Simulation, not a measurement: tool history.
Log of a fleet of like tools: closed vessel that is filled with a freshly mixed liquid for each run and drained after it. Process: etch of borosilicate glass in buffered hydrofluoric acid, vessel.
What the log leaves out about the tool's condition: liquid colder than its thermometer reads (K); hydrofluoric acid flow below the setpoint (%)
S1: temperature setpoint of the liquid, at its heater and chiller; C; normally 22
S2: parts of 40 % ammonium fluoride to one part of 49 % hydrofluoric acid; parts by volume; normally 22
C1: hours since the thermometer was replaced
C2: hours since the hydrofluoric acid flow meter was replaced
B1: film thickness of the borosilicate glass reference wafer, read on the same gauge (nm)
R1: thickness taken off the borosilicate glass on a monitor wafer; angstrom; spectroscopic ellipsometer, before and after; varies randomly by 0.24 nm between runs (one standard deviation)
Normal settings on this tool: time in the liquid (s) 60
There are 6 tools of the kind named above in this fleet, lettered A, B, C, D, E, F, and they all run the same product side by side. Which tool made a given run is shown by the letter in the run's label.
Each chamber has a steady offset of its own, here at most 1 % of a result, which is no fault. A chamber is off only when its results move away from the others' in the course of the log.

{"run": "1F", "day": 0.583, "S1": 22, "S2": 22, "time in the liquid (s)": 60, "C1": 1494.1, "C2": 867.5, "B1": 30.007, "R1": 321.06}
{"run": "2E", "day": 1.229, "S1": 22, "S2": 22, "time in the liquid (s)": 60, "C1": 455.1, "C2": 761.5, "B1": 29.98, "R1": 318.63}
{"run": "3D", "day": 1.583, "S1": 22, "S2": 22, "time in the liquid (s)": 60, "C1": 224, "C2": 518.8, "B1": 29.968, "R1": 312.92}
{"run": "4B", "day": 2.008, "S1": 22, "S2": 22, "time in the liquid (s)": 60, "C1": 75.3, "C2": 309.1, "B1": 30.016, "R1": 315.99}
{"run": "5C", "day": 2.412, "S1": 22, "S2": 22, "time in the liquid (s)": 60, "C1": 312, "C2": 2281.7, "B1": 30.023, "R1": 318.49}
{"run": "6A", "day": 2.829, "S1": 22, "S2": 22, "time in the liquid (s)": 60, "C1": 1910.6, "C2": 572.8, "B1": 30.007, "R1": 318.07}
{"run": "7F", "day": 3.404, "S1": 22, "S2": 22, "time in the liquid (s)": 60, "C1": 1561.8, "C2": 935.2, "B1": 30.01, "R1": 320.14}
{"run": "8D", "day": 3.988, "S1": 22, "S2": 22, "time in the liquid (s)": 60, "C1": 281.7, "C2": 576.5, "B1": 29.995, "R1": 312.92}
{"run": "9E", "day": 4.467, "S1": 22, "S2": 22, "time in the liquid (s)": 85, "C1": 532.8, "C2": 839.2, "B1": 30.006, "R1": 449.22}
{"run": "10C", "day": 5.133, "S1": 22, "S2": 22, "time in the liquid (s)": 85, "C1": 377.3, "C2": 2347, "B1": 29.993, "R1": 443.39}
{"run": "11B", "day": 5.608, "S1": 22, "S2": 22, "time in the liquid (s)": 85, "C1": 161.7, "C2": 395.5, "B1": 30.02, "R1": 444.54}
{"day": 5.642, "done": "chamber F: thermometer replaced"}
{"run": "12A", "day": 6.004, "S1": 22, "S2": 22, "time in the liquid (s)": 85, "C1": 1986.8, "C2": 649, "B1": 29.994, "R1": 447.72}
{"run": "13D", "day": 6.625, "S1": 22, "S2": 22, "time in the liquid (s)": 85, "C1": 345, "C2": 639.8, "B1": 30.012, "R1": 445.44}
{"run": "14A", "day": 7.262, "S1": 22, "S2": 22, "time in the liquid (s)": 85, "C1": 2017, "C2": 679.2, "B1": 29.965, "R1": 452.1}
{"run": "15C", "day": 7.708, "S1": 22, "S2": 22, "time in the liquid (s)": 60, "C1": 439.1, "C2": 2408.8, "B1": 29.994, "R1": 321.38}
{"run": "16F", "day": 8.083, "S1": 22, "S2": 22, "time in the liquid (s)": 60, "C1": 58.7, "C2": 1047.5, "B1": 29.99, "R1": 314.78}
{"day": 8.392, "done": "chamber E: hydrofluoric acid flow meter replaced"}
{"run": "17B", "day": 8.438, "S1": 22, "S2": 22, "time in the liquid (s)": 60, "C1": 229.6, "C2": 463.4, "B1": 30.018, "R1": 319.01}
{"run": "18E", "day": 8.929, "S1": 22, "S2": 22, "time in the liquid (s)": 60, "C1": 639.9, "C2": 13, "B1": 29.996, "R1": 319.05}
{"run": "19B", "day": 9.288, "S1": 22, "S2": 22, "time in the liquid (s)": 60, "C1": 250, "C2": 483.8, "B1": 30.005, "R1": 318.28}
{"run": "20C", "day": 9.833, "S1": 22, "S2": 22, "time in the liquid (s)": 60, "C1": 490.1, "C2": 2459.8, "B1": 29.985, "R1": 315.18}
{"run": "21E", "day": 10.408, "S1": 22, "S2": 22, "time in the liquid (s)": 60, "C1": 675.4, "C2": 48.5, "B1": 30.019, "R1": 317.36}
{"day": 10.596, "done": "chamber A: thermometer replaced"}
{"run": "22D", "day": 10.929, "S1": 22, "S2": 22, "time in the liquid (s)": 60, "C1": 448.3, "C2": 743.1, "B1": 29.973, "R1": 297.92}
{"run": "23A", "day": 11.296, "S1": 24.5, "S2": 26.5, "time in the liquid (s)": 60, "C1": 16.8, "C2": 776, "B1": 29.971, "R1": 319.79}
{"run": "24F", "day": 11.942, "S1": 24.5, "S2": 26.5, "time in the liquid (s)": 60, "C1": 151.3, "C2": 1140.1, "B1": 30, "R1": 318.18}
{"run": "25B", "day": 12.267, "S1": 24.5, "S2": 26.5, "time in the liquid (s)": 60, "C1": 321.5, "C2": 555.3, "B1": 29.986, "R1": 316.23}
{"run": "26D", "day": 12.583, "S1": 24.5, "S2": 26.5, "time in the liquid (s)": 60, "C1": 488, "C2": 782.8, "B1": 29.982, "R1": 299.54}
{"run": "27C", "day": 12.933, "S1": 24.5, "S2": 26.5, "time in the liquid (s)": 60, "C1": 564.5, "C2": 2534.2, "B1": 30.01, "R1": 319.81}
{"run": "28E", "day": 13.388, "S1": 24.5, "S2": 26.5, "time in the liquid (s)": 60, "C1": 746.9, "C2": 120, "B1": 29.98, "R1": 322.2}
{"run": "29F", "day": 13.817, "S1": 22, "S2": 22, "time in the liquid (s)": 60, "C1": 196.3, "C2": 1185.1, "B1": 30.004, "R1": 315.05}
{"day": 14.138, "done": "chamber E: thermometer replaced"}
{"run": "30A", "day": 14.275, "S1": 22, "S2": 22, "time in the liquid (s)": 60, "C1": 88.3, "C2": 847.5, "B1": 29.999, "R1": 319.16}
{"run": "31B", "day": 14.925, "S1": 22, "S2": 22, "time in the liquid (s)": 60, "C1": 385.3, "C2": 619.1, "B1": 29.982, "R1": 316.66}
{"run": "32A", "day": 15.575, "S1": 22, "S2": 22, "time in the liquid (s)": 60, "C1": 119.5, "C2": 878.7, "B1": 29.997, "R1": 320.22}
{"run": "33D", "day": 15.883, "S1": 22, "S2": 22, "time in the liquid (s)": 60, "C1": 567.2, "C2": 862, "B1": 30.014, "R1": 290.09}
{"run": "34F", "day": 16.208, "S1": 22, "S2": 22, "time in the liquid (s)": 60, "C1": 253.7, "C2": 1242.5, "B1": 29.974, "R1": 311.98}
{"run": "35C", "day": 16.575, "S1": 22, "S2": 22, "time in the liquid (s)": 60, "C1": 651.9, "C2": 2621.6, "B1": 30.004, "R1": 312.7}
{"run": "36E", "day": 17.246, "S1": 22, "S2": 22, "time in the liquid (s)": 60, "C1": 74.6, "C2": 212.6, "B1": 30.016, "R1": 319.01}

Has any chamber moved away from the others, gradually or after a service, or does the common gauge drift, or do the chambers differ only by their own small steady offsets? State the chamber and the most likely cause if one applies.

It is chamber D that slowly wanders off from its peers.
Most likely cause: liquid colder than its thermometer reads (K) = 1.79.
The log may not tell that from: hydrofluoric acid flow below the setpoint (%).

Here are 4 candidates for chamber D's next run, each the usual settings with a change, their results left as question marks. Which one brings its results back in line with what the others give on the usual settings?
A result is in line if it is within this distance of the other chambers' mean on the usual settings: R1 8.5 angstrom
{"run": "37D-1", "day": 17.738, "S1": 22, "S2": 21.5, "time in the liquid (s)": 65, "R1": "?"}
{"run": "37D-2", "day": 17.738, "S1": 22, "S2": 22.5, "time in the liquid (s)": 55, "R1": "?"}
{"run": "37D-3", "day": 17.738, "S1": 25.5, "S2": 22, "time in the liquid (s)": 60, "R1": "?"}
{"run": "37D-4", "day": 17.738, "S1": 18.5, "S2": 22, "time in the liquid (s)": 60, "R1": "?"}

Usual-settings mean across the other chambers: R1 317.32 angstrom
run=37D-1 R1=313.69
run=37D-2 R1=257.19
run=37D-3 R1=345.1
run=37D-4 R1=234.54
Change 37D-1 lands the chamber within the allowed miss of the other chambers.
